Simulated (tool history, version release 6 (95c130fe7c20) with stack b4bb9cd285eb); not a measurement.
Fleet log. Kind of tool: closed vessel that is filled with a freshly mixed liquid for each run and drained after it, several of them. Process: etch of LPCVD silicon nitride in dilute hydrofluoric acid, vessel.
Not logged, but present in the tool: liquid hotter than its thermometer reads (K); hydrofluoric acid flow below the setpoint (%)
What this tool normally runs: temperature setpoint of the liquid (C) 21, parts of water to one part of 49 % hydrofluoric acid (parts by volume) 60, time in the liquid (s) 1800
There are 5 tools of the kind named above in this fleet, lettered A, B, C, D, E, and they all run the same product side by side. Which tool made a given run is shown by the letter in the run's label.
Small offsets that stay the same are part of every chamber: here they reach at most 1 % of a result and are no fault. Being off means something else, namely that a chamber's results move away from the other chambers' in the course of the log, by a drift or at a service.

run,hour,temperature setpoint of the liquid (C),parts of water to one part of 49 % hydrofluoric acid (parts by volume),time in the liquid (s),hours since the thermometer was replaced,hours since the hydrofluoric acid flow meter was replaced,"read-back film thickness of the LPCVD silicon nitride reference wafer, read on the same gauge (nm)",thickness taken off the LPCVD silicon nitride on a monitor wafer (Å)
1E,5.7,21,60,1800,187.1,17,90.003,127.31
2C,9.4,21,60,1800,1389.4,1544.8,89.997,129.15
3B,13.1,21,60,1800,827.1,1101.4,89.979,128.52
4D,18.6,21,60,1800,1126.6,501.4,89.956,127.74
5A,22.3,21,60,1800,842.8,829.2,89.989,127.32
6A,28.1,21,60,1800,848.6,835,89.998,128.52
7D,32.7,21,60,1800,1140.7,515.5,89.989,126.76
8E,38.4,21,60,1800,219.8,49.7,90.026,125.72
9C,41.4,21,60,915,1421.4,1576.8,89.943,66.158
10B,47.2,21,60,915,861.2,1135.5,89.977,64.669
11B,50.7,21,60,915,864.7,1139,89.972,65.226
12A,55.5,21,60,915,876,862.4,89.968,65.529
13D,60.4,21,60,915,1168.4,543.2,89.998,64.135
14C,65.5,21,60,1800,1445.5,1600.9,90.014,128.91
15E,69.7,21,60,1800,251.1,81,90.045,128.09
16C,73,21,60,1800,1453,1608.4,90.016,129.04
17D,78,21,60,1800,1186,560.8,89.974,127.25
18A,81.8,21,60,1800,902.3,888.7,89.965,129.22
19B,85.6,21,60,1800,899.6,1173.9,89.977,130.53
20E,89,21,60,1800,270.4,100.3,89.979,127.13
21C,95.2,21,60,1420,1475.2,1630.6,90.024,100.88
22A,98.1,21,60,1420,918.6,905,89.976,101.9
23D,102.7,21,60,1420,1210.7,585.5,89.989,99.718
24B,106.9,21,60,1420,920.9,1195.2,90.022,103.65
# hour 107.5: chamber D: hydrofluoric acid flow meter replaced
25E,110.9,21,60,1420,292.3,122.2,90.005,100.74
26E,114.4,21,60,1100,295.8,125.7,89.989,77.909
27D,120.5,21,60,1100,1228.5,13,89.946,78.223
28B,123.6,21,60,1100,937.6,1211.9,90.024,81.674
29A,128.8,21,60,1100,949.3,935.7,89.998,78.492
30C,133.6,21,60,1100,1513.6,1669,89.993,78.955
31D,136.8,21,80,835,1244.8,29.3,89.997,44.234
32C,140.9,21,80,835,1520.9,1676.3,90.017,45.629
33E,147.1,21,80,835,328.5,158.4,90.013,44.995
34B,153.1,21,80,835,967.1,1241.4,90.018,47.259
35A,158.3,21,80,835,978.8,965.2,90.016,45.443
36A,162.3,21,60,1800,982.8,969.2,90.011,127.58
37E,168.4,21,60,1800,349.8,179.7,90.027,126.94
38D,171.7,17,60,1800,1279.7,64.2,90.019,96.342
39C,176.5,17,60,1800,1556.5,1711.9,89.974,95.881
40B,183.1,17,60,1800,997.1,1271.4,90.019,106.09
41E,187.6,17,60,1800,369,198.9,89.961,95.636
42C,191.9,17,60,1800,1571.9,1727.3,89.974,97.065
43D,196.3,21,60,1800,1304.3,88.8,90.042,127.75
44B,202.9,21,60,1800,1016.9,1291.2,89.994,139.54

Has any chamber moved away from the others, gradually or after a service, or does the common gauge drift, or do the chambers differ only by their own small steady offsets? State the chamber and the most likely cause if one applies.

Little by little, chamber B moves away from the other chambers.
What lies behind it: liquid hotter than its thermometer reads (K) = 1.31.
The log might look much the same if the cause were instead: hydrofluoric acid flow above the setpoint (%).

Here are 4 candidates for chamber B's next run, each the usual settings with a change, their results left as question marks. Which one brings its results back in line with what the others give on the usual settings?
Maximum distance from the other chambers' mean on the usual settings for a result to count as in line: thickness taken off the LPCVD silicon nitride on a monitor wafer (Å) 3.5
45B-1,207.5,21,60,1645,,,,?
45B-2,207.5,21.5,60,1905,,,,?
45B-3,207.5,21,55,1950,,,,?
45B-4,207.5,21,60,1540,,,,?

On the usual settings, the other chambers give on average: thickness taken off the LPCVD silicon nitride on a monitor wafer (Å) 127.98
run,thickness taken off the LPCVD silicon nitride on a monitor wafer (Å)
45B-1,127.66
45B-2,152.94
45B-3,164.77
45B-4,119.51
45B-1 is the one that brings the chamber's results back in line with the other chambers.
